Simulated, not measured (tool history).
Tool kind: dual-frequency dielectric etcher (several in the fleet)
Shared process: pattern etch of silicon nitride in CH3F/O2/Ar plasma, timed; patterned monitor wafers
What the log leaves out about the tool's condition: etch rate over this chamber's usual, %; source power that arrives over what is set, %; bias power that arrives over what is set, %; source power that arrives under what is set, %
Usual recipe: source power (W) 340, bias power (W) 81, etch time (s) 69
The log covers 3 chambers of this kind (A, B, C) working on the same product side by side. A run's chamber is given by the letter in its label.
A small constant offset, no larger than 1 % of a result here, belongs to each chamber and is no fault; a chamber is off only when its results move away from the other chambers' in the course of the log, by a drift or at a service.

run	hour	source power (W)	bias power (W)	etch time (s)	hours since the last wet clean	hours since the last source power generator calibration	hours since the last bias power generator calibration	read-back reference wafer on the same gauge, depth_nm	mean etch depth across the wafer (nm)
1C	6.9	340	81	69	196.4	2152.2	2091.3	47.113	47.033
2A	12.7	340	81	69	109.3	2252.7	13.3	47.1	47.407
3B	18	340	81	69	373.3	341	281.8	47.116	47.115
4C	21.6	340	81	69	211.1	2166.9	2106	47.086	47.104
5A	27.6	340	81	69	124.2	2267.6	28.2	47.103	47.464
6B	32.7	270	81	78.5	388	355.7	296.5	47.101	49.174
7A	38.5	270	81	78.5	135.1	2278.5	39.1	47.097	49.666
8C	43.9	270	81	78.5	233.4	2189.2	2128.3	47.096	49.12
9B	50.4	340	81	69	405.7	373.4	314.2	47.107	47.33
10A	55.7	340	81	69	152.3	2295.7	56.3	47.094	47.161
11C	62.5	340	81	69	252	2207.8	2146.9	47.114	47.098
# hour 65: chamber B: wet clean of the chamber
12B	67.2	340	81	69	2.3	390.2	331	47.111	48.211
13A	73.7	340	81	69	170.3	2313.7	74.3	47.084	47.281
14C	79	340	81	69	268.5	2224.3	2163.4	47.124	46.865
15B	83.3	340	75	86	18.4	406.3	347.1	47.11	58.71
16B	87.9	340	75	86	23	410.9	351.7	47.136	58.741
17C	91.1	340	75	86	280.6	2236.4	2175.5	47.116	57.101
18A	96.5	340	81	69	193.1	2336.5	97.1	47.104	47.399
19A	102.6	340	81	69	199.2	2342.6	103.2	47.103	47.354
20C	105.8	340	81	69	295.3	2251.1	2190.2	47.112	46.762
21B	110.6	340	81	69	45.7	433.6	374.4	47.079	48.411
22C	114.3	340	81	69	303.8	2259.6	2198.7	47.097	47.092
23B	121.3	340	81	69	56.4	444.3	385.1	47.073	48.392
24A	128.4	340	81	69	225	2368.4	129	47.098	47.22
25A	131.6	340	81	69	228.2	2371.6	132.2	47.093	47.354
26B	138.5	340	81	69	73.6	461.5	402.3	47.116	48.311
27C	144.3	340	81	69	333.8	2289.6	2228.7	47.089	47.113
28C	148.8	340	81	69	338.3	2294.1	2233.2	47.118	46.996
29A	153.9	340	81	69	250.5	2393.9	154.5	47.123	47.526
30B	159.8	340	81	69	94.9	482.8	423.6	47.092	48.535
31C	166.5	340	81	69	356	2311.8	2250.9	47.097	47.124
32B	171.3	340	81	69	106.4	494.3	435.1	47.076	48.514
33A	176.3	340	81	69	272.9	2416.3	176.9	47.085	47.402
34C	183.1	340	81	69	372.6	2328.4	2267.5	47.107	47.12
35B	188.8	340	81	69	123.9	511.8	452.6	47.084	48.312

Next, every chamber runs the same settings. What will each give?
36A	193.8	340	92	69					?
36B	193.8	340	92	69					?
36C	193.8	340	92	69					?

run	mean etch depth across the wafer (nm)
36A	49.605
36B	50.652
36C	49.189
